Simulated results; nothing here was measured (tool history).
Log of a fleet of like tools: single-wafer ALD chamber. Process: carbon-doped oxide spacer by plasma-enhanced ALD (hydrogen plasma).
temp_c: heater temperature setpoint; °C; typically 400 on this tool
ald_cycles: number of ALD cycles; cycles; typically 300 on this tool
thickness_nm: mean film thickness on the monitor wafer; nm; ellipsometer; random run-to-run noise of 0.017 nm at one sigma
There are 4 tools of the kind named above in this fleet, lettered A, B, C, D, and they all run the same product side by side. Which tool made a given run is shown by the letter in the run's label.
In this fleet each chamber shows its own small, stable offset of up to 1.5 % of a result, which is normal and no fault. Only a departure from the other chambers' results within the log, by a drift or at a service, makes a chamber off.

run   hour  temp_c  ald_cycles  read-back reference wafer on the same gauge, thickness_nm  thickness_nm
 1B   11.9     400         300                                                     16.297        14.916
 2A   22.9     400         300                                                     16.296        14.902
 3D   36.0     400         300                                                     16.295        14.888
 4C   44.0     400         300                                                     16.290        14.824
 5D   58.4     400         357                                                     16.290        17.720
 6C   65.2     400         357                                                     16.290        17.651
 7A   76.5     400         357                                                     16.284        17.693
 8B   88.7     400         357                                                     16.283        17.736
 9A   97.6     400         300                                                     16.287        14.878
10D  108.2     400         300                                                     16.283        14.893
11C  116.6     400         300                                                     16.281        14.852
12B  131.9     400         300                                                     16.275        14.912
13C  142.9     400         300                                                     16.272        14.796
14A  150.1     400         300                                                     16.271        14.885
15B  159.3     400         300                                                     16.267        14.922
16D  173.3     400         300                                                     16.264        14.884
17C  187.3     400         300                                                     16.262        14.826
18B  200.8     400         300                                                     16.265        14.884
19D  208.3     400         300                                                     16.259        14.883
20A  223.9     400         300                                                     16.259        14.837
21C  237.2     400         300                                                     16.260        14.811
22B  247.2     400         300                                                     16.254        14.925
23D  254.2     400         342                                                     16.252        16.904
24A  261.0     400         342                                                     16.257        16.961
25B  276.7     400         342                                                     16.250        16.967
26D  291.6     400         342                                                     16.244        16.942
27C  300.7     400         300                                                     16.249        14.789
28A  316.0     400         300                                                     16.242        14.869
29A  329.2     400         300                                                     16.241        14.825
30B  344.0     400         300                                                     16.236        14.891
31D  358.9     400         300                                                     16.234        14.828
32C  366.4     400         281                                                     16.229        13.866
33A  375.7     400         281                                                     16.230        13.867
34B  386.0     400         281                                                     16.230        13.934
35C  397.7     400         281                                                     16.225        13.819
36D  407.2     400         300                                                     16.228        14.840

Read the log: is a single chamber off, either drifting away or since a service, is the gauge that measures every chamber drifting, or is nothing wrong beyond small per-chamber offsets? Name any odd chamber and what most likely caused it.

The shared gauge is drifting. All chambers look as if they move in step, but none is off.
Likeliest cause: gauge reads low (%) = 0.467.
